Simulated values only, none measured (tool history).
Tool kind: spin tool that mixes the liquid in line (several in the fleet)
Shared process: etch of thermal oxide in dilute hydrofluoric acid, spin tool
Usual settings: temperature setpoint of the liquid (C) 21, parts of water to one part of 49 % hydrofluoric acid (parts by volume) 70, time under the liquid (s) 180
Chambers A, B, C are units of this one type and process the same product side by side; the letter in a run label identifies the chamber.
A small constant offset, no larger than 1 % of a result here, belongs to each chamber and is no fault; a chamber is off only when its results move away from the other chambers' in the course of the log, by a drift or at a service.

run,day,temperature setpoint of the liquid (C),parts of water to one part of 49 % hydrofluoric acid (parts by volume),time under the liquid (s),hours since the thermometer was replaced,hours since the hydrofluoric acid flow meter was replaced,"read-back film thickness of the thermal oxide reference wafer, read on the same gauge (nm)",thickness taken off the thermal oxide on a monitor wafer (nm)
1B,0.471,21,70,180,671.1,1011.8,150,10.792
2A,0.767,21,70,180,474.9,363.3,150.02,10.726
3C,1.079,21,70,180,775.4,667.2,150.03,10.646
4A,1.517,21,70,180,492.9,381.3,149.99,10.542
5C,1.925,21,70,180,795.7,687.5,149.97,10.638
6B,2.175,21,70,180,712,1052.7,150.02,10.715
7C,2.417,21,70,180,807.5,699.3,150.01,10.686
8A,2.762,21,70,180,522.8,411.2,150,10.48
9B,3.15,21,70,180,735.4,1076.1,149.98,10.77
10B,3.629,21,55,90,746.9,1087.6,150.03,6.9454
11C,4.133,21,55,90,848.7,740.5,150.01,7.061
12A,4.371,21,55,90,561.4,449.8,149.97,6.7269
13C,4.812,21,70,180,865,756.8,149.98,10.75
14A,5.212,21,70,180,581.6,470,150.01,10.372
15B,5.546,21,70,180,792.9,1133.6,150,10.787
16B,5.775,21,70,180,798.4,1139.1,150,10.656
17C,6.196,21,70,180,898.2,790,149.92,10.854
18A,6.621,21,70,180,615.4,503.8,150,10.18
19A,7.075,21,70,180,626.3,514.7,150,10.311
20C,7.438,21,70,180,928,819.8,149.98,10.515
21B,7.688,21,70,180,844.3,1185,150.02,10.672
22A,8.142,21,70,180,651.9,540.3,150.04,10.195
23B,8.658,21,70,180,867.6,1208.3,150.04,10.728
24C,9.121,21,50,180,968.4,860.2,150,15.387
25A,9.546,21,50,180,685.6,574,149.98,14.345
26C,9.796,21,50,180,984.6,876.4,149.98,15.282

Has any chamber moved away from the others, gradually or after a service, or does the common gauge drift, or do the chambers differ only by their own small steady offsets? State the chamber and the most likely cause if one applies.

It is chamber A that slowly wanders off from its peers.
What lies behind it: hydrofluoric acid flow below the setpoint (%) = 4.1.
Not necessarily distinguishable in this log from: liquid colder than its thermometer reads (K).

Chamber A could run next with any of the 4 candidate recipes listed below; each alters the usual settings, and their results appear as question marks. Which one brings its results back in line with what the other chambers deliver on the usual settings?
In line here means within this much of the mean the other chambers give on the usual settings: thickness taken off the thermal oxide on a monitor wafer (nm) 0.28
27A-1,10.167,21,70,160,,,,?
27A-2,10.167,21,70,190,,,,?
27A-3,10.167,21,70,170,,,,?
27A-4,10.167,21,70,205,,,,?

The other chambers' mean on the usual settings: thickness taken off the thermal oxide on a monitor wafer (nm) 10.723
run,thickness taken off the thermal oxide on a monitor wafer (nm)
27A-1,9.0531
27A-2,10.751
27A-3,9.6189
27A-4,11.599
27A-2 is the one that brings the chamber's results back in line with the other chambers.
